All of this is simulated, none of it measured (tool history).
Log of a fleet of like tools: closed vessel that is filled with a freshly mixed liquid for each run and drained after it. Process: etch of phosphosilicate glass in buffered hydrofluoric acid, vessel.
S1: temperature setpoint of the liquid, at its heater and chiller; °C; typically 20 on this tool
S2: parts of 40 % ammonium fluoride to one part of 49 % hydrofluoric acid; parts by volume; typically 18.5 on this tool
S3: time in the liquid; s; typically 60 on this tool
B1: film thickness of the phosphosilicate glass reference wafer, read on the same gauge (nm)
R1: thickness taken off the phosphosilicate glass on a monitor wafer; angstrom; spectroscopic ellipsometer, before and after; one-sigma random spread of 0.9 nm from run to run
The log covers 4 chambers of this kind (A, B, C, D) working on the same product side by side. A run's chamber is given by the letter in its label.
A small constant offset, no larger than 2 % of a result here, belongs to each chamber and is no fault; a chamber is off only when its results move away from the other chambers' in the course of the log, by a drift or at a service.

Run 1B, hour 13.5: usual settings; B1 110. Result: R1 910.5 angstrom.
Run 2C, hour 28.9: usual settings; B1 110.03. Result: R1 910.08 angstrom.
Run 3A, hour 40.7: usual settings; B1 109.98. Result: R1 908.77 angstrom.
Run 4D, hour 51.8: usual settings; B1 109.98. Result: R1 894.04 angstrom.
Run 5A, hour 60.1: usual settings but S2 21.5 parts by volume; B1 110.02. Result: R1 797.67 angstrom.
Run 6C, hour 68.7: usual settings but S2 21.5 parts by volume; B1 109.99. Result: R1 780.21 angstrom.
Run 7B, hour 79.4: usual settings but S2 21.5 parts by volume; B1 110. Result: R1 809.91 angstrom.
Run 8D, hour 94.3: usual settings but S2 21.5 parts by volume; B1 109.99. Result: R1 790.45 angstrom.
Run 9C, hour 102.4: usual settings; B1 109.99. Result: R1 887.98 angstrom.
At hour 109: chamber B: hydrofluoric acid flow meter replaced.
Run 10D, hour 117.5: usual settings but S2 23 parts by volume, S3 80 s; B1 110.04. Result: R1 998.05 angstrom.
Run 11A, hour 131.4: usual settings but S2 23 parts by volume, S3 80 s; B1 109.95. Result: R1 1011.4 angstrom.
Run 12B, hour 145.7: usual settings but S2 23 parts by volume, S3 80 s; B1 110.05. Result: R1 1009 angstrom.
Run 13C, hour 160.1: usual settings but S2 23 parts by volume, S3 80 s; B1 109.98. Result: R1 998.99 angstrom.
Run 14A, hour 174.2: usual settings; B1 110.04. Result: R1 906.99 angstrom.
Run 15D, hour 181.6: usual settings; B1 110.05. Result: R1 880.22 angstrom.
Run 16B, hour 196.3: usual settings; B1 110.01. Result: R1 917.33 angstrom.
Run 17C, hour 205.5: usual settings but S1 21.5 °C, S3 85 s; B1 110.02. Result: R1 1379.6 angstrom.
Run 18A, hour 213.7: usual settings but S1 21.5 °C, S3 85 s; B1 110.01. Result: R1 1379.7 angstrom.
Run 19B, hour 226.2: usual settings but S1 21.5 °C, S3 85 s; B1 110. Result: R1 1405 angstrom.
Run 20D, hour 233.4: usual settings but S1 21.5 °C, S3 85 s; B1 110.03. Result: R1 1368.3 angstrom.
Run 21C, hour 241.9: usual settings; B1 109.98. Result: R1 902.86 angstrom.
Run 22D, hour 256: usual settings but S1 17 °C, S3 75 s; B1 110. Result: R1 930.12 angstrom.
Run 23B, hour 270: usual settings but S1 17 °C, S3 75 s; B1 109.98. Result: R1 947.2 angstrom.
Run 24A, hour 277: usual settings but S1 17 °C, S3 75 s; B1 110.05. Result: R1 922.08 angstrom.
Run 25A, hour 289.3: usual settings but S1 17 °C, S3 75 s; B1 110. Result: R1 914.33 angstrom.
Run 26D, hour 300.8: usual settings; B1 109.99. Result: R1 885.14 angstrom.
Run 27C, hour 316.8: usual settings; B1 109.97. Result: R1 901.55 angstrom.
Run 28B, hour 329.3: usual settings; B1 109.97. Result: R1 899.38 angstrom.
Run 29D, hour 339: usual settings; B1 110.06. Result: R1 878.29 angstrom.
Run 30C, hour 355.1: usual settings; B1 110.01. Result: R1 909.9 angstrom.
Run 31A, hour 363: usual settings; B1 109.99. Result: R1 854.95 angstrom.
Run 32B, hour 375: usual settings; B1 109.94. Result: R1 922.64 angstrom.
Run 33D, hour 384.3: usual settings but S2 24.5 parts by volume, S3 40 s; B1 109.99. Result: R1 474.01 angstrom.

Next, every chamber runs the same settings. What will each give?
Run 34A, hour 395.9: usual settings. Result: R1 ?.
Run 34B, hour 395.9: usual settings. Result: R1 ?.
Run 34C, hour 395.9: usual settings. Result: R1 ?.
Run 34D, hour 395.9: usual settings. Result: R1 ?.

run      R1
34A  836.97
34B     906
34C   897.8
34D  898.31

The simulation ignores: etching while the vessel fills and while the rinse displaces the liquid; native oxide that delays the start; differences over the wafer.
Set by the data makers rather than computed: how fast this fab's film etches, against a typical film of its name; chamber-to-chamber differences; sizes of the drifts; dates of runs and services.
